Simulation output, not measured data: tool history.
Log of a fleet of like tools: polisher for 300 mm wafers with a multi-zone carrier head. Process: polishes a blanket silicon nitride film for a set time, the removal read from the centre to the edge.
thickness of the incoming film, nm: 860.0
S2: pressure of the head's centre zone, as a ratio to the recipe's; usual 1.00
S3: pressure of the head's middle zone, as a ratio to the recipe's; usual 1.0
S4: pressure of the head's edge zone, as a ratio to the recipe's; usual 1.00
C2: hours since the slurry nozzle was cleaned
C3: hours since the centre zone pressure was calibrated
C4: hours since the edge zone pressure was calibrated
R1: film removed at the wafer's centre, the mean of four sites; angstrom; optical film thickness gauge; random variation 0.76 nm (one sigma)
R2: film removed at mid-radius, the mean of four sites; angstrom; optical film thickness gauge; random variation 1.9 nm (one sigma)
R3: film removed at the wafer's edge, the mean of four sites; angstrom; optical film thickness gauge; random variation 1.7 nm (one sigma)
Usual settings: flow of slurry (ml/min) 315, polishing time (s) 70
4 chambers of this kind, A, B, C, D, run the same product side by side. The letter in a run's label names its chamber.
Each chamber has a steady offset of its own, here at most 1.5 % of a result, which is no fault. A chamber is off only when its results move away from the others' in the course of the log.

run 1A hour=2.8 | flow_of_slurry_(ml/min)=315 S2=1.00 S3=1.0 S4=1.00 polishing_time_(s)=70 | wafers_polished_on_this_pad=1057 C2=313.1 C3=413.4 C4=265.4 | R1=1256.5 R2=1258.8 R3=1231.0
run 2B hour=6.4 | flow_of_slurry_(ml/min)=315 S2=1.00 S3=1.0 S4=1.00 polishing_time_(s)=70 | wafers_polished_on_this_pad=711 C2=985.8 C3=1193.9 C4=81.5 | R1=1250.7 R2=1267.4 R3=1286.9
-- hour=9.6 chamber A: worn pad replaced by a new one
run 3D hour=11.0 | flow_of_slurry_(ml/min)=315 S2=1.00 S3=1.0 S4=1.00 polishing_time_(s)=70 | wafers_polished_on_this_pad=931 C2=342.4 C3=44.3 C4=422.8 | R1=1251.6 R2=1287.8 R3=1255.7
run 4C hour=14.2 | flow_of_slurry_(ml/min)=315 S2=1.00 S3=1.0 S4=1.00 polishing_time_(s)=70 | wafers_polished_on_this_pad=477 C2=394.8 C3=1036.7 C4=667.8 | R1=1238.8 R2=1277.5 R3=1241.4
run 5B hour=17.7 | flow_of_slurry_(ml/min)=315 S2=1.00 S3=0.9 S4=1.00 polishing_time_(s)=63 | wafers_polished_on_this_pad=801 C2=997.1 C3=1205.2 C4=92.8 | R1=1123.1 R2=1016.1 R3=1144.9
run 6A hour=20.5 | flow_of_slurry_(ml/min)=315 S2=1.00 S3=0.9 S4=1.00 polishing_time_(s)=63 | wafers_polished_on_this_pad=86 C2=330.8 C3=431.1 C4=283.1 | R1=1149.3 R2=1004.5 R3=1126.0
-- hour=21.6 chamber B: slurry nozzle cleaned
run 7D hour=23.5 | flow_of_slurry_(ml/min)=315 S2=1.00 S3=0.9 S4=1.00 polishing_time_(s)=63 | wafers_polished_on_this_pad=1030 C2=354.9 C3=56.8 C4=435.3 | R1=1122.9 R2=1018.0 R3=1118.2
run 8C hour=26.8 | flow_of_slurry_(ml/min)=315 S2=1.00 S3=0.9 S4=1.00 polishing_time_(s)=63 | wafers_polished_on_this_pad=576 C2=407.4 C3=1049.3 C4=680.4 | R1=1116.8 R2=1014.5 R3=1135.4
-- hour=27.0 chamber B: centre zone pressure recalibrated
run 9A hour=29.0 | flow_of_slurry_(ml/min)=315 S2=1.00 S3=1.0 S4=1.00 polishing_time_(s)=70 | wafers_polished_on_this_pad=153 C2=339.3 C3=439.6 C4=291.6 | R1=1269.2 R2=1249.9 R3=1279.3
-- hour=31.1 chamber C: centre zone pressure recalibrated
run 10C hour=31.2 | flow_of_slurry_(ml/min)=315 S2=1.00 S3=1.0 S4=1.00 polishing_time_(s)=70 | wafers_polished_on_this_pad=611 C2=411.8 C3=0.2 C4=684.8 | R1=1157.3 R2=1257.8 R3=1270.9
-- hour=31.8 chamber B: worn pad replaced by a new one
run 11D hour=33.2 | flow_of_slurry_(ml/min)=315 S2=1.00 S3=1.0 S4=1.00 polishing_time_(s)=70 | wafers_polished_on_this_pad=1106 C2=364.6 C3=66.5 C4=445.0 | R1=1249.0 R2=1285.9 R3=1257.4
run 12B hour=36.7 | flow_of_slurry_(ml/min)=315 S2=0.91 S3=1.0 S4=1.11 polishing_time_(s)=70 | wafers_polished_on_this_pad=39 C2=15.2 C3=9.8 C4=111.8 | R1=1129.8 R2=1243.0 R3=1338.5
run 13C hour=39.8 | flow_of_slurry_(ml/min)=315 S2=0.91 S3=1.0 S4=1.11 polishing_time_(s)=70 | wafers_polished_on_this_pad=679 C2=420.4 C3=8.8 C4=693.4 | R1=1040.7 R2=1243.0 R3=1357.4
run 14B hour=43.7 | flow_of_slurry_(ml/min)=315 S2=0.91 S3=1.0 S4=1.11 polishing_time_(s)=70 | wafers_polished_on_this_pad=94 C2=22.2 C3=16.8 C4=118.8 | R1=1125.5 R2=1269.3 R3=1339.2
run 15A hour=46.2 | flow_of_slurry_(ml/min)=315 S2=0.91 S3=1.0 S4=1.11 polishing_time_(s)=70 | wafers_polished_on_this_pad=289 C2=356.5 C3=456.8 C4=308.8 | R1=1133.1 R2=1241.1 R3=1329.4
run 16D hour=49.9 | flow_of_slurry_(ml/min)=315 S2=1.00 S3=1.0 S4=1.00 polishing_time_(s)=70 | wafers_polished_on_this_pad=1239 C2=381.3 C3=83.2 C4=461.7 | R1=1235.0 R2=1297.0 R3=1268.7
-- hour=51.4 chamber C: worn pad replaced by a new one
run 17D hour=54.4 | flow_of_slurry_(ml/min)=315 S2=1.00 S3=1.0 S4=1.00 polishing_time_(s)=70 | wafers_polished_on_this_pad=1274 C2=385.8 C3=87.7 C4=466.2 | R1=1233.2 R2=1253.4 R3=1236.5
run 18C hour=56.7 | flow_of_slurry_(ml/min)=315 S2=1.00 S3=1.0 S4=1.00 polishing_time_(s)=70 | wafers_polished_on_this_pad=42 C2=437.3 C3=25.7 C4=710.3 | R1=1155.4 R2=1293.6 R3=1259.6
run 19A hour=61.0 | flow_of_slurry_(ml/min)=315 S2=1.00 S3=1.0 S4=1.00 polishing_time_(s)=70 | wafers_polished_on_this_pad=407 C2=371.3 C3=471.6 C4=323.6 | R1=1254.8 R2=1260.3 R3=1265.4
run 20B hour=64.6 | flow_of_slurry_(ml/min)=315 S2=1.00 S3=1.0 S4=1.00 polishing_time_(s)=70 | wafers_polished_on_this_pad=260 C2=43.1 C3=37.7 C4=139.7 | R1=1260.8 R2=1243.0 R3=1247.7
run 21D hour=68.7 | flow_of_slurry_(ml/min)=315 S2=1.00 S3=1.0 S4=1.00 polishing_time_(s)=70 | wafers_polished_on_this_pad=1387 C2=400.1 C3=102.0 C4=480.5 | R1=1240.3 R2=1309.2 R3=1263.7
run 22C hour=71.3 | flow_of_slurry_(ml/min)=315 S2=1.00 S3=1.0 S4=1.00 polishing_time_(s)=70 | wafers_polished_on_this_pad=158 C2=451.9 C3=40.3 C4=724.9 | R1=1148.1 R2=1238.7 R3=1242.7
run 23B hour=75.8 | flow_of_slurry_(ml/min)=315 S2=1.00 S3=1.0 S4=1.00 polishing_time_(s)=70 | wafers_polished_on_this_pad=348 C2=54.3 C3=48.9 C4=150.9 | R1=1261.9 R2=1241.6 R3=1273.0
run 24A hour=79.3 | flow_of_slurry_(ml/min)=315 S2=1.00 S3=1.0 S4=1.00 polishing_time_(s)=70 | wafers_polished_on_this_pad=551 C2=389.6 C3=489.9 C4=341.9 | R1=1264.1 R2=1204.2 R3=1255.3
run 25A hour=83.3 | flow_of_slurry_(ml/min)=315 S2=1.00 S3=1.0 S4=1.00 polishing_time_(s)=70 | wafers_polished_on_this_pad=583 C2=393.6 C3=493.9 C4=345.9 | R1=1270.7 R2=1267.0 R3=1275.2
run 26B hour=86.9 | flow_of_slurry_(ml/min)=315 S2=1.00 S3=1.0 S4=1.00 polishing_time_(s)=70 | wafers_polished_on_this_pad=436 C2=65.4 C3=60.0 C4=162.0 | R1=1251.3 R2=1254.2 R3=1237.0
run 27C hour=89.6 | flow_of_slurry_(ml/min)=315 S2=1.00 S3=1.0 S4=1.00 polishing_time_(s)=70 | wafers_polished_on_this_pad=303 C2=470.2 C3=58.6 C4=743.2 | R1=1152.4 R2=1286.3 R3=1267.7
run 28D hour=93.1 | flow_of_slurry_(ml/min)=315 S2=1.00 S3=1.0 S4=1.00 polishing_time_(s)=70 | wafers_polished_on_this_pad=1581 C2=424.5 C3=126.4 C4=504.9 | R1=1232.0 R2=1287.3 R3=1222.2

Is one chamber off against the others, does the gauge drift, or is nothing wrong? If a chamber is off, say which, and what the likeliest cause is.

A service left chamber C off against the others.
Cause: centre zone's pressure below its setpoint, % = 7.03.

Here are 4 candidates for chamber C's next run, each the usual settings with a change, their results left as question marks. Which one brings its results back in line with what the others give on the usual settings?
In line means no further than this from the other chambers' mean on the usual settings: R1 26.00 angstrom; R2 65.0 angstrom; R3 60.0 angstrom
run 29C-1 hour=96.4 | flow_of_slurry_(ml/min)=310 S2=0.93 S3=1.01 S4=1.03 polishing_time_(s)=70 | R1=? R2=? R3=?
run 29C-2 hour=96.4 | flow_of_slurry_(ml/min)=305 S2=0.86 S3=1.02 S4=1.05 polishing_time_(s)=70 | R1=? R2=? R3=?
run 29C-3 hour=96.4 | flow_of_slurry_(ml/min)=320 S2=1.08 S3=0.98 S4=0.97 polishing_time_(s)=70 | R1=? R2=? R3=?
run 29C-4 hour=96.4 | flow_of_slurry_(ml/min)=325 S2=1.16 S3=0.97 S4=0.94 polishing_time_(s)=70 | R1=? R2=? R3=?

The other chambers' mean on the usual settings: R1 1253.70 angstrom; R2 1258.9 angstrom; R3 1252.0 angstrom
run=29C-1 R1=1068.90 R2=1263.6 R3=1287.6
run=29C-2 R1=979.19 R2=1273.3 R3=1298.9
run=29C-3 R1=1261.50 R2=1232.4 R3=1251.6
run=29C-4 R1=1364.50 R2=1222.4 R3=1233.4
29C-3 brings the chamber back in line.
